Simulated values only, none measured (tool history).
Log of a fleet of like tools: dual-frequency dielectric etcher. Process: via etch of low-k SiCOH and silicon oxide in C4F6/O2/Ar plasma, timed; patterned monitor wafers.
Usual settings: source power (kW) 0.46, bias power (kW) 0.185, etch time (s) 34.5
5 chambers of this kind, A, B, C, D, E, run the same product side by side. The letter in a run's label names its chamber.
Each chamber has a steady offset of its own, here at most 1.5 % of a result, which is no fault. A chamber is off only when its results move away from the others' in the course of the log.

run	hour	source power (kW)	bias power (kW)	etch time (s)	hours since the last wet clean	hours since the last source power generator calibration	hours since the last bias power generator calibration	read-back reference wafer on the same gauge, depth_nm	mean etch depth across the wafer (nm)
# hour 3.5: chamber A: wet clean of the chamber
1E	8.1	0.46	0.185	34.5	86	2425.8	126.1	103.2	85.459
2D	14.2	0.46	0.185	34.5	35.4	1062	1245.4	103.1	87.25
3C	21.3	0.46	0.185	34.5	323.5	2696	3515	103.16	87.628
4B	27.7	0.46	0.185	34.5	380.9	1762.1	1825.5	103.23	86.226
5A	33.1	0.46	0.185	34.5	29.7	3438.2	1993	103.15	85.94
6B	40.1	0.46	0.185	34.5	393.3	1774.5	1837.9	103.03	87.342
# hour 46.9: chamber C: source power generator calibrated
7D	49.4	0.46	0.185	34.5	70.6	1097.2	1280.6	103.12	86.76
8A	54.9	0.46	0.185	34.5	51.5	3460	2014.8	103.27	85.521
9E	62.4	0.46	0.185	34.5	140.3	2480.1	180.4	103.14	86.169
10C	70.8	0.46	0.185	34.5	373	24	3564.5	103.06	88.057
11E	76	0.46	0.185	34.5	153.9	2493.7	194	103.23	85.706
12A	84.9	0.46	0.185	34.5	81.5	3490	2044.8	103.29	86.271
13C	90.8	0.46	0.185	34.5	393	44	3584.5	103.08	88.109
14D	99.9	0.46	0.185	34.5	121.1	1147.7	1331.1	102.93	86.112
15B	106.9	0.46	0.185	34.5	460.1	1841.3	1904.7	103.06	86.348
16E	112.5	0.46	0.185	34.5	190.4	2530.2	230.5	102.96	85.843
17A	118.9	0.46	0.185	34.5	115.5	3524	2078.8	103.04	86.339
18C	126.7	0.46	0.185	34.5	428.9	79.9	3620.4	103.12	87.833
19B	132.4	0.46	0.185	34.5	485.6	1866.8	1930.2	103.03	86
20D	140.6	0.46	0.145	24.5	161.8	1188.4	1371.8	103.01	56.776
21E	149.8	0.46	0.145	24.5	227.7	2567.5	267.8	103.05	57.186
22C	156.6	0.46	0.145	24.5	458.8	109.8	3650.3	103.05	58.407
23B	166.2	0.46	0.145	24.5	519.4	1900.6	1964	103.14	56.65
24D	172.1	0.46	0.145	24.5	193.3	1219.9	1403.3	103.14	56.893
25A	178.6	0.46	0.185	34.5	175.2	3583.7	2138.5	103.09	85.971
26C	185.9	0.46	0.185	34.5	488.1	139.1	3679.6	103.12	87.828
27B	194.6	0.46	0.185	34.5	547.8	1929	1992.4	103.12	85.389
28A	199.2	0.46	0.185	34.5	195.8	3604.3	2159.1	103.07	86.029
29E	207.8	0.46	0.153	34.5	285.7	2625.5	325.8	103.01	80.473
30D	216.2	0.46	0.153	34.5	237.4	1264	1447.4	103.06	81.571
31D	225.6	0.46	0.153	34.5	246.8	1273.4	1456.8	103.09	81.341
32E	232.6	0.46	0.153	34.5	310.5	2650.3	350.6	102.95	81.705
33A	240.1	0.46	0.153	34.5	236.7	3645.2	2200	103.13	80.641
34C	247.2	0.46	0.185	34.5	549.4	200.4	3740.9	103.18	87.799
35B	255.7	0.46	0.185	34.5	608.9	1990.1	2053.5	103.08	85.006

What goes on in this fleet: one chamber off, a drifting gauge, or nothing beyond the chambers' own small offsets? Name the chamber and the cause, if any.

Chamber B drifts away from the others.
Cause: etch rate under this chamber's usual, % = 3.14.

Here are 4 candidates for chamber B's next run, each the usual settings with a change, their results left as question marks. Which one brings its results back in line with what the others give on the usual settings?
In line means no further than this from the other chambers' mean on the usual settings: mean etch depth across the wafer (nm) 1.6
36B-1	262.7	0.47	0.187	36					?
36B-2	262.7	0.46	0.169	34.5					?
36B-3	262.7	0.45	0.183	33					?
36B-4	262.7	0.46	0.201	34.5					?

The other chambers' mean on the usual settings: mean etch depth across the wafer (nm) 86.481
run	mean etch depth across the wafer (nm)
36B-1	89.093
36B-2	82.047
36B-3	79.767
36B-4	86.64
36B-4 brings the chamber back in line.

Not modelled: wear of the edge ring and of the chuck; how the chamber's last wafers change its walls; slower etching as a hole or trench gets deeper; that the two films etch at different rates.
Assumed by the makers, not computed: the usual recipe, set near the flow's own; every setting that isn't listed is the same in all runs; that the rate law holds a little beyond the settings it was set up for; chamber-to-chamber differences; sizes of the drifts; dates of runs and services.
